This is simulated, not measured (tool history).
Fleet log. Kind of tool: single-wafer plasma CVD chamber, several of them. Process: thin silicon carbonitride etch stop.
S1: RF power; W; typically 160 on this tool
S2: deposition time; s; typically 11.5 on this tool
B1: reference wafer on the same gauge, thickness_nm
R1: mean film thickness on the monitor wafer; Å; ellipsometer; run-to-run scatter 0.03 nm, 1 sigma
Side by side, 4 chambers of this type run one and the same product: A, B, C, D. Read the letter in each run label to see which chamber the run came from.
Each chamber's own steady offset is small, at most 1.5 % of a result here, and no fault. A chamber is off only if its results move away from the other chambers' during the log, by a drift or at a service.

| run | hour | S1 | S2 | B1 | R1 |
|---|---|---|---|---|---|
| 1D | 3.6 | 160 | 11.5 | 5.623 | 60.162 |
| 2B | 7.2 | 160 | 11.5 | 5.6213 | 61.174 |
| 3A | 13.1 | 160 | 11.5 | 5.6225 | 61.126 |
| 4C | 19.2 | 160 | 11.5 | 5.6249 | 61.626 |
| 5D | 25.8 | 160 | 11.5 | 5.6226 | 60.233 |
| 6B | 33 | 160 | 11.5 | 5.6165 | 61.896 |
| 7A | 40.5 | 190 | 9.5 | 5.6188 | 53.245 |
| 8C | 44.9 | 190 | 9.5 | 5.6235 | 53.251 |
| 9C | 50.5 | 190 | 9.5 | 5.6268 | 53.634 |
| 10B | 58.7 | 190 | 9.5 | 5.6208 | 53.191 |
| 11A | 62.3 | 190 | 11.5 | 5.62 | 65.069 |
| 12D | 66.7 | 190 | 11.5 | 5.6222 | 63.244 |
| 13B | 74.2 | 190 | 11.5 | 5.6234 | 64.229 |
| 14D | 78.8 | 190 | 11.5 | 5.6212 | 63.203 |
| 15C | 86.7 | 160 | 11.5 | 5.6184 | 61.747 |
| 16A | 91.3 | 160 | 11.5 | 5.6167 | 61.638 |
| 17D | 98.6 | 160 | 11.5 | 5.6204 | 60.08 |
| 18A | 104.4 | 160 | 11.5 | 5.619 | 61.111 |
| 19B | 110.8 | 160 | 11.5 | 5.6113 | 60.671 |
| 20C | 117.6 | 160 | 11.5 | 5.62 | 61.164 |
| 21C | 121.8 | 160 | 11.5 | 5.6168 | 61.977 |
| 22A | 125.4 | 160 | 11.5 | 5.6169 | 61.118 |
| 23B | 131.3 | 160 | 11.5 | 5.6216 | 61.103 |
| 24D | 137.5 | 160 | 11.5 | 5.6201 | 60.494 |

The same settings go to every chamber for the next run, one line per chamber below. Forecast the results for each:
| 25A | 143.4 | 160 | 9.5 |  | ? |
| 25B | 143.4 | 160 | 9.5 |  | ? |
| 25C | 143.4 | 160 | 9.5 |  | ? |
| 25D | 143.4 | 160 | 9.5 |  | ? |

| run | R1 |
|---|---|
| 25A | 50.544 |
| 25B | 50.371 |
| 25C | 50.929 |
| 25D | 50.127 |
